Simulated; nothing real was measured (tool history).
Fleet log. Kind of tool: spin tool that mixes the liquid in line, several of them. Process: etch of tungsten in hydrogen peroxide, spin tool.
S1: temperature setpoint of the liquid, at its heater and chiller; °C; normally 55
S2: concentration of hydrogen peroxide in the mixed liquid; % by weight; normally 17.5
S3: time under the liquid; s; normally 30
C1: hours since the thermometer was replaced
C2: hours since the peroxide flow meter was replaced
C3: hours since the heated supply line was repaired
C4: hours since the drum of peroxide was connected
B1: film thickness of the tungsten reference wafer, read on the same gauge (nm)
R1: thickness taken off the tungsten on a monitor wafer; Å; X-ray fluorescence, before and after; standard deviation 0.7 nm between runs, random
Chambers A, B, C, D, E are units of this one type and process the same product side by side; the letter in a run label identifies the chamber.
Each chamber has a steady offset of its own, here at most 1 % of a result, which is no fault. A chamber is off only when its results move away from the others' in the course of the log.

run 1E day=0.279 | S1=55 S2=17.5 S3=30 | C1=974.9 C2=240.6 C3=101 C4=943.1 | B1=99.985 | R1=708.77
run 2A day=0.608 | S1=55 S2=17.5 S3=30 | C1=926.6 C2=342.8 C3=316 C4=737.7 | B1=100.01 | R1=716.51
run 3C day=0.858 | S1=55 S2=17.5 S3=30 | C1=982.6 C2=631 C3=637 C4=245.3 | B1=100.02 | R1=713.35
run 4B day=1.025 | S1=55 S2=17.5 S3=30 | C1=846.2 C2=409.4 C3=581.9 C4=484.5 | B1=99.977 | R1=716.14
run 5D day=1.321 | S1=55 S2=17.5 S3=30 | C1=524.1 C2=239.3 C3=1774.1 C4=93.9 | B1=99.988 | R1=695.66
run 6E day=1.521 | S1=55 S2=17.5 S3=30 | C1=1004.7 C2=270.4 C3=130.8 C4=972.9 | B1=99.994 | R1=697.44
run 7B day=1.725 | S1=55 S2=17.5 S3=30 | C1=863 C2=426.2 C3=598.7 C4=501.3 | B1=99.972 | R1=716.43
run 8C day=1.971 | S1=55 S2=17.5 S3=30 | C1=1009.3 C2=657.7 C3=663.7 C4=272 | B1=99.979 | R1=694.12
run 9D day=2.204 | S1=55 S2=17.5 S3=30 | C1=545.3 C2=260.5 C3=1795.3 C4=115.1 | B1=99.988 | R1=702.33
run 10A day=2.362 | S1=55 S2=17.5 S3=30 | C1=968.7 C2=384.9 C3=358.1 C4=779.8 | B1=99.972 | R1=691.52
run 11C day=2.658 | S1=55 S2=17.5 S3=30 | C1=1025.8 C2=674.2 C3=680.2 C4=288.5 | B1=100.01 | R1=713.08
run 12D day=2.867 | S1=55 S2=17.5 S3=30 | C1=561.2 C2=276.4 C3=1811.2 C4=131 | B1=100.04 | R1=713.73
run 13B day=3.192 | S1=55 S2=17.5 S3=30 | C1=898.2 C2=461.4 C3=633.9 C4=536.5 | B1=100 | R1=697.37
run 14A day=3.517 | S1=55 S2=17.5 S3=30 | C1=996.4 C2=412.6 C3=385.8 C4=807.5 | B1=100.01 | R1=700.46
run 15E day=3.696 | S1=55 S2=17.5 S3=30 | C1=1056.9 C2=322.6 C3=183 C4=1025.1 | B1=99.994 | R1=714.67
run 16C day=4.033 | S1=55 S2=17.5 S3=30 | C1=1058.8 C2=707.2 C3=713.2 C4=321.5 | B1=100 | R1=712.58
run 17A day=4.333 | S1=55 S2=17.5 S3=30 | C1=1016 C2=432.2 C3=405.4 C4=827.1 | B1=99.98 | R1=690.59
run 18E day=4.583 | S1=55 S2=17.5 S3=30 | C1=1078.2 C2=343.9 C3=204.3 C4=1046.4 | B1=100.01 | R1=705.61
run 19D day=4.883 | S1=55 S2=17.5 S3=30 | C1=609.6 C2=324.8 C3=1859.6 C4=179.4 | B1=99.965 | R1=712.57
run 20B day=5.146 | S1=55 S2=17.5 S3=30 | C1=945.1 C2=508.3 C3=680.8 C4=583.4 | B1=100.01 | R1=721.89
run 21D day=5.462 | S1=55 S2=17.5 S3=30 | C1=623.5 C2=338.7 C3=1873.5 C4=193.3 | B1=99.996 | R1=712.09
run 22B day=5.625 | S1=55 S2=17.5 S3=30 | C1=956.6 C2=519.8 C3=692.3 C4=594.9 | B1=100.01 | R1=712.61
run 23A day=5.954 | S1=55 S2=17.5 S3=30 | C1=1054.9 C2=471.1 C3=444.3 C4=866 | B1=100.01 | R1=679.57
run 24C day=6.2 | S1=55 S2=17.5 S3=30 | C1=1110.8 C2=759.2 C3=765.2 C4=373.5 | B1=100.01 | R1=703.97
run 25E day=6.512 | S1=55 S2=17.5 S3=30 | C1=1124.5 C2=390.2 C3=250.6 C4=1092.7 | B1=100 | R1=715.9
run 26A day=6.692 | S1=55 S2=17.5 S3=30 | C1=1072.6 C2=488.8 C3=462 C4=883.7 | B1=100 | R1=651.76
-- day=6.738 chamber D: thermometer replaced
run 27C day=6.921 | S1=55 S2=17.5 S3=30 | C1=1128.1 C2=776.5 C3=782.5 C4=390.8 | B1=100 | R1=708.47
run 28B day=7.221 | S1=55 S2=17.5 S3=30 | C1=994.9 C2=558.1 C3=730.6 C4=633.2 | B1=100.02 | R1=713.37
run 29D day=7.521 | S1=55 S2=17.5 S3=30 | C1=18.9 C2=388.1 C3=1922.9 C4=242.7 | B1=100 | R1=705.09
run 30E day=7.817 | S1=55 S2=17.5 S3=35 | C1=1155.8 C2=421.5 C3=281.9 C4=1124 | B1=99.987 | R1=813.22
run 31C day=8.142 | S1=55 S2=17.5 S3=35 | C1=1157.4 C2=805.8 C3=811.8 C4=420.1 | B1=100 | R1=824.38

Next, all 5 chambers run the settings below, one line each with question marks for the results. What does each chamber give?
run 32A day=8.396 | S1=55 S2=17.5 S3=40 | R1=?
run 32B day=8.396 | S1=55 S2=17.5 S3=40 | R1=?
run 32C day=8.396 | S1=55 S2=17.5 S3=40 | R1=?
run 32D day=8.396 | S1=55 S2=17.5 S3=40 | R1=?
run 32E day=8.396 | S1=55 S2=17.5 S3=40 | R1=?

run=32A R1=851.34
run=32B R1=944.38
run=32C R1=926.49
run=32D R1=960.11
run=32E R1=933.55
